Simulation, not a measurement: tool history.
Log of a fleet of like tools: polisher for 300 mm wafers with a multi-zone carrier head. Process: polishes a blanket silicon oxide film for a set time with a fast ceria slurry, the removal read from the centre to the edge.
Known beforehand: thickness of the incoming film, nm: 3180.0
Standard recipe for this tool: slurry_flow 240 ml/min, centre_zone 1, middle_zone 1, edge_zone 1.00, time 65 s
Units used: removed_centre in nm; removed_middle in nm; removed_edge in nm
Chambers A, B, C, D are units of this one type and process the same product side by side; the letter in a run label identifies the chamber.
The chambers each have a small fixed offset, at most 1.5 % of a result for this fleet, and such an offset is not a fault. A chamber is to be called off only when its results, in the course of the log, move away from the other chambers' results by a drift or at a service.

run	hour	slurry_flow	centre_zone	middle_zone	edge_zone	time	wafers polished on this pad	hours since the slurry nozzle was cleaned	hours since the centre zone pressure was calibrated	hours since the edge zone pressure was calibrated	removed_centre	removed_middle	removed_edge
1B	5.1	240	1	1	1.00	65	697	261.0	601.2	452.0	1185.2	1200.2	1194.4
# hour 7.1: chamber B: worn pad replaced by a new one
2A	9.2	240	1	1	1.00	65	1224	275.5	321.9	898.4	1162.9	1173.8	1179.6
3D	12.0	240	1	1	1.00	65	675	30.9	336.7	645.1	1191.9	1190.6	1189.0
4C	15.6	240	1	1	1.00	65	282	172.4	995.2	86.5	1196.4	1212.8	1213.3
# hour 17.0: chamber A: worn pad replaced by a new one
5A	18.6	240	1	1	1.00	65	10	284.9	331.3	907.8	1175.4	1171.0	1181.9
6D	22.8	180	1	1	1.00	78	743	41.7	347.5	655.9	1358.1	1373.3	1357.0
7B	28.1	180	1	1	1.00	78	131	284.0	624.2	475.0	1393.3	1361.6	1388.2
8C	31.5	180	1	1	1.00	78	382	188.3	1011.1	102.4	1357.2	1378.9	1386.0
9C	37.5	180	1	1	1.00	78	419	194.3	1017.1	108.4	1349.7	1389.5	1418.7
10A	40.9	240	1	1	1.00	65	149	307.2	353.6	930.1	1160.8	1140.0	1209.7
11D	47.3	240	1	1	1.00	65	896	66.2	372.0	680.4	1183.9	1186.1	1169.9
12B	53.1	240	1	1	1.00	65	287	309.0	649.2	500.0	1169.3	1203.3	1180.4
13A	56.0	240	1	1	1.00	65	244	322.3	368.7	945.2	1149.7	1169.3	1213.8
14D	59.8	240	1	1	1.00	65	974	78.7	384.5	692.9	1187.0	1166.2	1171.2
# hour 60.1: chamber B: centre zone pressure recalibrated
# hour 62.5: chamber C: worn pad replaced by a new one
15B	63.1	240	1	1	1.00	65	350	319.0	3.0	510.0	1196.7	1191.7	1210.5
# hour 64.4: chamber D: worn pad replaced by a new one
16C	67.6	275	1	1	0.92	65	32	224.4	1047.2	138.5	1210.3	1202.6	1127.8
17D	70.8	275	1	1	0.92	65	40	89.7	395.5	703.9	1210.3	1220.9	1156.4
18A	76.3	275	1	1	0.92	65	371	342.6	389.0	965.5	1163.3	1184.2	1151.2
19B	81.3	275	1	1	0.92	65	464	337.2	21.2	528.2	1197.2	1217.9	1164.7
20C	85.3	240	1	1	1.00	65	143	242.1	1064.9	156.2	1186.8	1190.3	1176.6
21C	91.5	240	1	1	1.00	65	181	248.3	1071.1	162.4	1170.1	1219.4	1205.2
22D	97.2	240	1	1	1.00	65	205	116.1	421.9	730.3	1202.9	1189.9	1176.1
23B	100.0	240	1	1	1.00	65	581	355.9	39.9	546.9	1179.3	1184.5	1205.7
# hour 101.5: chamber B: slurry nozzle cleaned
24A	105.3	240	1	1	1.00	65	552	371.6	418.0	994.5	1130.2	1152.4	1140.3
25A	110.3	240	1	1	1.00	65	583	376.6	423.0	999.5	1131.2	1163.3	1170.1
26D	116.2	240	1	1	1.00	65	324	135.1	440.9	749.3	1198.7	1165.3	1174.9
27B	120.2	240	1	1	1.00	65	707	18.7	60.1	567.1	1191.5	1180.8	1193.7
28C	123.8	240	1	1	1.00	65	383	280.6	1103.4	194.7	1178.9	1178.9	1209.4
29A	128.8	240	1	1	1.00	65	699	395.1	441.5	1018.0	1099.4	1098.7	1147.1

One chamber off, gauge drift, or nothing amiss beyond the chambers' own small offsets? If it is a chamber, which one, and what is the likeliest cause?

Little by little, chamber A moves away from the other chambers.
Most likely cause: slurry flow missing at the pad, % = 35.1.

Chamber A could run next with any of the 4 candidate recipes listed below; each alters the usual settings, and their results appear as question marks. Which one brings its results back in line with what the other chambers deliver on the usual settings?
To be in line, a result may differ from the other chambers' mean on the usual settings by at most: removed_centre 40.0 nm; removed_middle 49.0 nm; removed_edge 53.0 nm
30A-1	133.4	240	1.00	1.00	1.00	66					?	?	?
30A-2	133.4	245	1.02	1.01	0.98	68					?	?	?
30A-3	133.4	235	0.98	0.99	1.02	62					?	?	?
30A-4	133.4	240	1.00	1.00	1.00	64					?	?	?

Average result of the remaining chambers running the usual settings: removed_centre 1182.0 nm; removed_middle 1186.3 nm; removed_edge 1189.2 nm
run	removed_centre	removed_middle	removed_edge
30A-1	1112.1	1124.5	1158.6
30A-2	1175.5	1173.4	1184.2
30A-3	1017.7	1042.8	1096.9
30A-4	1078.4	1090.4	1123.5
The answer is 30A-2, which returns the chamber to within the allowed miss of the others.
